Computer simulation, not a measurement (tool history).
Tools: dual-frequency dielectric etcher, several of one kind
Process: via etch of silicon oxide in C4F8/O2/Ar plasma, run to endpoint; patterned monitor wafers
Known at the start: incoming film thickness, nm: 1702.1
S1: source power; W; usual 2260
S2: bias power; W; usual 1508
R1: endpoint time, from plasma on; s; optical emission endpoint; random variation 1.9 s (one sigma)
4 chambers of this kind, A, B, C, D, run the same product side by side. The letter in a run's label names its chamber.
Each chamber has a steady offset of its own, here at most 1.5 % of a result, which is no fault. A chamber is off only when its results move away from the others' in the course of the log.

run 1C day=0.288 | S1=2260 S2=1508 | R1=347.18
run 2B day=0.596 | S1=2260 S2=1508 | R1=345.45
run 3A day=0.875 | S1=2260 S2=1508 | R1=339.2
run 4D day=1.129 | S1=2260 S2=1508 | R1=340.69
run 5A day=1.529 | S1=2260 S2=1508 | R1=341.99
run 6D day=1.804 | S1=2260 S2=1508 | R1=342.99
run 7C day=2.221 | S1=2260 S2=1508 | R1=345.02
run 8B day=2.55 | S1=1990 S2=1508 | R1=364.14
run 9B day=2.842 | S1=1990 S2=1508 | R1=364.97
run 10A day=3.238 | S1=1990 S2=1508 | R1=361.79
run 11C day=3.483 | S1=1990 S2=1508 | R1=360.89
-- day=3.754 chamber A: wet clean of the chamber
run 12D day=3.933 | S1=2260 S2=1508 | R1=341.15
run 13C day=4.208 | S1=2260 S2=1508 | R1=345.41
run 14B day=4.629 | S1=2260 S2=1508 | R1=344.55
run 15D day=4.921 | S1=2260 S2=1508 | R1=339.85
run 16A day=5.133 | S1=2640 S2=1697 | R1=310.91
run 17B day=5.375 | S1=2640 S2=1697 | R1=316.25
-- day=5.467 chamber B: wet clean of the chamber
run 18D day=5.642 | S1=2640 S2=1697 | R1=306.49
run 19C day=5.875 | S1=2640 S2=1697 | R1=311.63
run 20A day=6.238 | S1=2800 S2=1379 | R1=321.26
-- day=6.283 chamber C: wet clean of the chamber
run 21B day=6.442 | S1=2800 S2=1379 | R1=321.86
run 22A day=6.796 | S1=2800 S2=1379 | R1=320.73
run 23C day=7.133 | S1=2800 S2=1379 | R1=329.3
run 24D day=7.421 | S1=2260 S2=1508 | R1=338.34
run 25A day=7.742 | S1=1890 S2=1833 | R1=346.89
run 26D day=8.188 | S1=1890 S2=1833 | R1=340.52
run 27C day=8.529 | S1=1890 S2=1833 | R1=353.88
run 28B day=8.854 | S1=1890 S2=1833 | R1=353.03
run 29C day=9.171 | S1=2260 S2=1508 | R1=344.79
run 30A day=9.604 | S1=2260 S2=1757 | R1=328.93
run 31B day=10.012 | S1=2260 S2=1757 | R1=329.15
run 32D day=10.221 | S1=2260 S2=1757 | R1=320.29
run 33D day=10.571 | S1=2260 S2=1757 | R1=321.06
run 34A day=10.975 | S1=2260 S2=1508 | R1=344.35
run 35B day=11.229 | S1=1970 S2=1508 | R1=364.4
run 36C day=11.517 | S1=1970 S2=1508 | R1=367.01
run 37D day=11.967 | S1=1970 S2=1508 | R1=348.49
run 38A day=12.383 | S1=1970 S2=1508 | R1=361.1
run 39B day=12.633 | S1=2260 S2=1508 | R1=343.76
run 40C day=12.871 | S1=2260 S2=1789 | R1=332.86
run 41C day=13.142 | S1=2260 S2=1789 | R1=332.33
run 42A day=13.375 | S1=2260 S2=1789 | R1=325.67
run 43B day=13.729 | S1=2260 S2=1789 | R1=329.56

Is one chamber off against the others, does the gauge drift, or is nothing wrong? If a chamber is off, say which, and what the likeliest cause is.

Chamber D drifts away from the others.
Cause: etch rate over this chamber's usual, % = 4.66.

Here are 4 candidates for chamber D's next run, each the usual settings with a change, their results left as question marks. Which one brings its results back in line with what the others give on the usual settings?
In line means no further than this from the other chambers' mean on the usual settings: R1 6.6 s
run 44D-1 day=14.05 | S1=2260 S2=1051 | R1=?
run 44D-2 day=14.05 | S1=2830 S2=1508 | R1=?
run 44D-3 day=14.05 | S1=2530 S2=1508 | R1=?
run 44D-4 day=14.05 | S1=2260 S2=1220 | R1=?

The other chambers' mean on the usual settings: R1 344.69 s
run=44D-1 R1=358.62
run=44D-2 R1=298.43
run=44D-3 R1=312.59
run=44D-4 R1=345.8
44D-4 brings the chamber back in line.
